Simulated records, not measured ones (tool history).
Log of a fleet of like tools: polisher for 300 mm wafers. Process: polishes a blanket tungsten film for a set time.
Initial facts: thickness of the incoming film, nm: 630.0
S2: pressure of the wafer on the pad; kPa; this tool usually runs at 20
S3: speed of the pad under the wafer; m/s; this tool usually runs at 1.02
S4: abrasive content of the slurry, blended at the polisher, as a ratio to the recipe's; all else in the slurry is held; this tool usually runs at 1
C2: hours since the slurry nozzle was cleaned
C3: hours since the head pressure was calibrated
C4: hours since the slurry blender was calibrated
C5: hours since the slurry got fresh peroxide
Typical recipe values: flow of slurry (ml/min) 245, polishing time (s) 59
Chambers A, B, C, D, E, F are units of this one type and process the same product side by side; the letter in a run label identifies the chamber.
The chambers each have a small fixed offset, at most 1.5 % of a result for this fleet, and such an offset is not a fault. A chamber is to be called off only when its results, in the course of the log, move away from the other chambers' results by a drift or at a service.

Run 1A, hour 3.7: usual settings; wafers polished on this pad 300; C2 390; C3 718.5; C4 260.3; C5 6.4. Result: film removed (nm) 203.37.
Run 2D, hour 7.3: usual settings; wafers polished on this pad 118; C2 388.5; C3 569.5; C4 154.8; C5 74.9. Result: film removed (nm) 201.48.
Run 3B, hour 11: usual settings; wafers polished on this pad 373; C2 469.7; C3 316.5; C4 262.1; C5 41. Result: film removed (nm) 201.61.
At hour 13.4: chamber B: slurry blender recalibrated.
At hour 13.4: chamber B: slurry tank refilled with fresh slurry and peroxide.
At hour 14.1: chamber F: worn pad replaced by a new one.
Run 4C, hour 16.3: usual settings; wafers polished on this pad 648; C2 102.8; C3 347.6; C4 94.1; C5 72.8. Result: film removed (nm) 199.17.
Run 5E, hour 21: usual settings but S2 25.5 kPa, S3 0.74 m/s; wafers polished on this pad 445; C2 238.4; C3 534.8; C4 102.3; C5 111.2. Result: film removed (nm) 186.93.
At hour 22.3: chamber A: slurry blender recalibrated.
At hour 22.5: chamber D: slurry tank refilled with fresh slurry and peroxide.
At hour 23.4: chamber E: slurry blender recalibrated.
At hour 24.6: chamber F: slurry blender recalibrated.
Run 6F, hour 24.7: usual settings but S2 25.5 kPa, S3 0.74 m/s; wafers polished on this pad 148; C2 233.6; C3 205.2; C4 0.1; C5 38.7. Result: film removed (nm) 185.64.
Run 7E, hour 28.2: usual settings but S2 25.5 kPa, S3 0.74 m/s; wafers polished on this pad 545; C2 245.6; C3 542; C4 4.8; C5 118.4. Result: film removed (nm) 184.71.
At hour 30.9: chamber E: worn pad replaced by a new one.
At hour 32.4: chamber C: worn pad replaced by a new one.
Run 8A, hour 33.3: usual settings but S2 25.5 kPa, S3 0.74 m/s; wafers polished on this pad 712; C2 419.6; C3 748.1; C4 11; C5 36. Result: film removed (nm) 188.4.
At hour 38.1: chamber F: slurry tank refilled with fresh slurry and peroxide.
Run 9C, hour 40.6: usual settings but S2 25.5 kPa, S3 0.74 m/s; wafers polished on this pad 115; C2 127.1; C3 371.9; C4 118.4; C5 97.1. Result: film removed (nm) 185.22.
At hour 46.6: chamber A: worn pad replaced by a new one.
Run 10F, hour 47.3: usual settings but S2 25.5 kPa, S3 0.74 m/s; wafers polished on this pad 462; C2 256.2; C3 227.8; C4 22.7; C5 9.3. Result: film removed (nm) 185.83.
Run 11D, hour 53.3: usual settings but S3 1.28 m/s, polishing time (s) 68; wafers polished on this pad 758; C2 434.5; C3 615.5; C4 200.8; C5 30.9. Result: film removed (nm) 289.33.
At hour 53.7: chamber B: worn pad replaced by a new one.
At hour 57.1: chamber B: slurry tank refilled with fresh slurry and peroxide.
Run 12B, hour 59.7: usual settings but S3 1.28 m/s, polishing time (s) 68; wafers polished on this pad 84; C2 518.4; C3 365.2; C4 46.3; C5 2.6. Result: film removed (nm) 285.55.
Run 13A, hour 63.2: usual settings but S3 1.28 m/s, polishing time (s) 68; wafers polished on this pad 231; C2 449.5; C3 778; C4 40.9; C5 65.9. Result: film removed (nm) 295.
At hour 65.4: chamber F: worn pad replaced by a new one.
At hour 67.3: chamber E: slurry tank refilled with fresh slurry and peroxide.
Run 14C, hour 70: usual settings but S3 1.28 m/s, polishing time (s) 68; wafers polished on this pad 524; C2 156.5; C3 401.3; C4 147.8; C5 126.5. Result: film removed (nm) 288.02.
At hour 72.5: chamber E: worn pad replaced by a new one.
At hour 74.4: chamber A: slurry tank refilled with fresh slurry and peroxide.
Run 15D, hour 75.7: usual settings but S3 1.28 m/s, polishing time (s) 68; wafers polished on this pad 1070; C2 456.9; C3 637.9; C4 223.2; C5 53.3. Result: film removed (nm) 290.91.
Run 16E, hour 82.3: usual settings but S3 1.28 m/s, polishing time (s) 68; wafers polished on this pad 136; C2 299.7; C3 596.1; C4 58.9; C5 15.1. Result: film removed (nm) 293.17.
At hour 82.8: chamber F: slurry tank refilled with fresh slurry and peroxide.
Run 17F, hour 87.2: usual settings; wafers polished on this pad 304; C2 296.1; C3 267.7; C4 62.6; C5 4.4. Result: film removed (nm) 201.78.
At hour 91.7: chamber C: worn pad replaced by a new one.
Run 18B, hour 93.5: usual settings; wafers polished on this pad 554; C2 552.2; C3 399; C4 80.1; C5 36.4. Result: film removed (nm) 200.3.
At hour 96.3: chamber D: worn pad replaced by a new one.
At hour 99.6: chamber D: slurry tank refilled with fresh slurry and peroxide.
Run 19E, hour 100.2: usual settings; wafers polished on this pad 385; C2 317.6; C3 614; C4 76.8; C5 33. Result: film removed (nm) 200.87.
At hour 103.2: chamber B: slurry tank refilled with fresh slurry and peroxide.
At hour 104.9: chamber C: slurry tank refilled with fresh slurry and peroxide.
Run 20D, hour 105.5: usual settings but polishing time (s) 65; wafers polished on this pad 128; C2 486.7; C3 667.7; C4 253; C5 5.9. Result: film removed (nm) 220.48.
Run 21C, hour 109.9: usual settings but polishing time (s) 65; wafers polished on this pad 253; C2 196.4; C3 441.2; C4 187.7; C5 5.1. Result: film removed (nm) 220.73.
At hour 111: chamber F: worn pad replaced by a new one.
At hour 111.5: chamber A: worn pad replaced by a new one.
At hour 111.6: chamber D: head pressure recalibrated.
At hour 112.4: chamber A: head pressure recalibrated.
Run 22F, hour 115.3: usual settings but polishing time (s) 65; wafers polished on this pad 60; C2 324.2; C3 295.8; C4 90.7; C5 32.5. Result: film removed (nm) 221.9.
At hour 115.4: chamber E: worn pad replaced by a new one.
Run 23A, hour 121.4: usual settings but polishing time (s) 65; wafers polished on this pad 138; C2 507.7; C3 9; C4 99.1; C5 47.1. Result: film removed (nm) 223.04.
At hour 124.1: chamber E: slurry blender recalibrated.
At hour 125: chamber F: slurry tank refilled with fresh slurry and peroxide.
Run 24B, hour 126: usual settings but polishing time (s) 65; wafers polished on this pad 1006; C2 584.7; C3 431.5; C4 112.6; C5 22.9. Result: film removed (nm) 220.37.
Run 25A, hour 133.2: usual settings but polishing time (s) 65; wafers polished on this pad 302; C2 519.5; C3 20.8; C4 110.9; C5 58.9. Result: film removed (nm) 221.61.
At hour 133.6: chamber C: head pressure recalibrated.
At hour 136.6: chamber B: worn pad replaced by a new one.
Run 26D, hour 136.8: usual settings; wafers polished on this pad 563; C2 518; C3 25.2; C4 284.3; C5 37.2. Result: film removed (nm) 202.47.
At hour 140.5: chamber D: slurry nozzle cleaned.
At hour 142.1: chamber B: slurry nozzle cleaned.
Run 27F, hour 143.4: usual settings but S4 1.15, polishing time (s) 79; wafers polished on this pad 451; C2 352.3; C3 323.9; C4 118.8; C5 18.5. Result: film removed (nm) 277.17.
Run 28B, hour 147.1: usual settings but S4 1.15, polishing time (s) 79; wafers polished on this pad 147; C2 5.1; C3 452.6; C4 133.7; C5 44. Result: film removed (nm) 278.43.
Run 29E, hour 151.5: usual settings but S4 1.15, polishing time (s) 79; wafers polished on this pad 503; C2 368.9; C3 665.3; C4 27.5; C5 84.3. Result: film removed (nm) 277.57.
At hour 153.6: chamber C: worn pad replaced by a new one.
At hour 154: chamber F: slurry nozzle cleaned.
At hour 154.2: chamber B: slurry tank refilled with fresh slurry and peroxide.
At hour 154.9: chamber A: slurry tank refilled with fresh slurry and peroxide.
At hour 155.3: chamber E: worn pad replaced by a new one.
At hour 157.2: chamber F: worn pad replaced by a new one.
At hour 158.1: chamber D: slurry blender recalibrated.
Run 30C, hour 159: usual settings but S4 1.15, polishing time (s) 79; wafers polished on this pad 76; C2 245.5; C3 25.4; C4 236.8; C5 54.2. Result: film removed (nm) 278.82.
Run 31F, hour 164.6: usual settings but S4 1.15, polishing time (s) 79; wafers polished on this pad 103; C2 10.6; C3 345.1; C4 140; C5 39.7. Result: film removed (nm) 277.37.
At hour 171.5: chamber A: slurry nozzle cleaned.
Run 32E, hour 172: usual settings but S4 1.15, polishing time (s) 79; wafers polished on this pad 232; C2 389.4; C3 685.8; C4 48; C5 104.8. Result: film removed (nm) 278.9.
Run 33A, hour 175.4: usual settings but polishing time (s) 71; wafers polished on this pad 889; C2 3.9; C3 63; C4 153.1; C5 20.5. Result: film removed (nm) 245.34.
At hour 176.6: chamber F: slurry tank refilled with fresh slurry and peroxide.
At hour 180.1: chamber A: worn pad replaced by a new one.
Run 34C, hour 182.8: usual settings but polishing time (s) 71; wafers polished on this pad 407; C2 269.3; C3 49.2; C4 260.6; C5 78. Result: film removed (nm) 242.01.
At hour 188.7: chamber D: worn pad replaced by a new one.
At hour 189.6: chamber D: slurry tank refilled with fresh slurry and peroxide.
Run 35D, hour 190.4: usual settings but polishing time (s) 71; wafers polished on this pad 24; C2 50; C3 78.8; C4 32.4; C5 0.9. Result: film removed (nm) 239.9.
Run 36B, hour 197.4: usual settings but polishing time (s) 71; wafers polished on this pad 847; C2 55.4; C3 502.9; C4 184; C5 43.3. Result: film removed (nm) 242.28.
Run 37A, hour 200.9: usual settings but polishing time (s) 71; wafers polished on this pad 290; C2 29.4; C3 88.5; C4 178.6; C5 46. Result: film removed (nm) 243.63.
At hour 202.2: chamber E: worn pad replaced by a new one.
At hour 203.7: chamber F: worn pad replaced by a new one.
Run 38D, hour 206.1: usual settings but polishing time (s) 71; wafers polished on this pad 243; C2 65.7; C3 94.5; C4 48.1; C5 16.6. Result: film removed (nm) 244.85.
At hour 208.6: chamber B: slurry tank refilled with fresh slurry and peroxide.
Run 39E, hour 210.1: usual settings; wafers polished on this pad 110; C2 427.5; C3 723.9; C4 86.1; C5 142.9. Result: film removed (nm) 203.88.
At hour 216.1: chamber B: worn pad replaced by a new one.
Run 40F, hour 216.1: usual settings; wafers polished on this pad 173; C2 62.1; C3 396.6; C4 191.5; C5 39.5. Result: film removed (nm) 199.08.
At hour 219.7: chamber C: worn pad replaced by a new one.
Run 41B, hour 220.1: usual settings; wafers polished on this pad 56; C2 78.1; C3 525.6; C4 206.7; C5 11.6. Result: film removed (nm) 200.52.
Run 42C, hour 224.2: usual settings; wafers polished on this pad 62; C2 310.7; C3 90.6; C4 302; C5 119.4. Result: film removed (nm) 197.36.
Run 43B, hour 229.4: usual settings but S3 0.76 m/s, polishing time (s) 45; wafers polished on this pad 186; C2 87.4; C3 534.9; C4 216; C5 20.9. Result: film removed (nm) 114.41.

Does one chamber stand apart from the rest, does the shared gauge drift, or is all well apart from small per-chamber offsets? Give the chamber and the most likely cause, where there is one.

Nothing is wrong: each chamber keeps only its own small, steady offset and the gauge holds still.
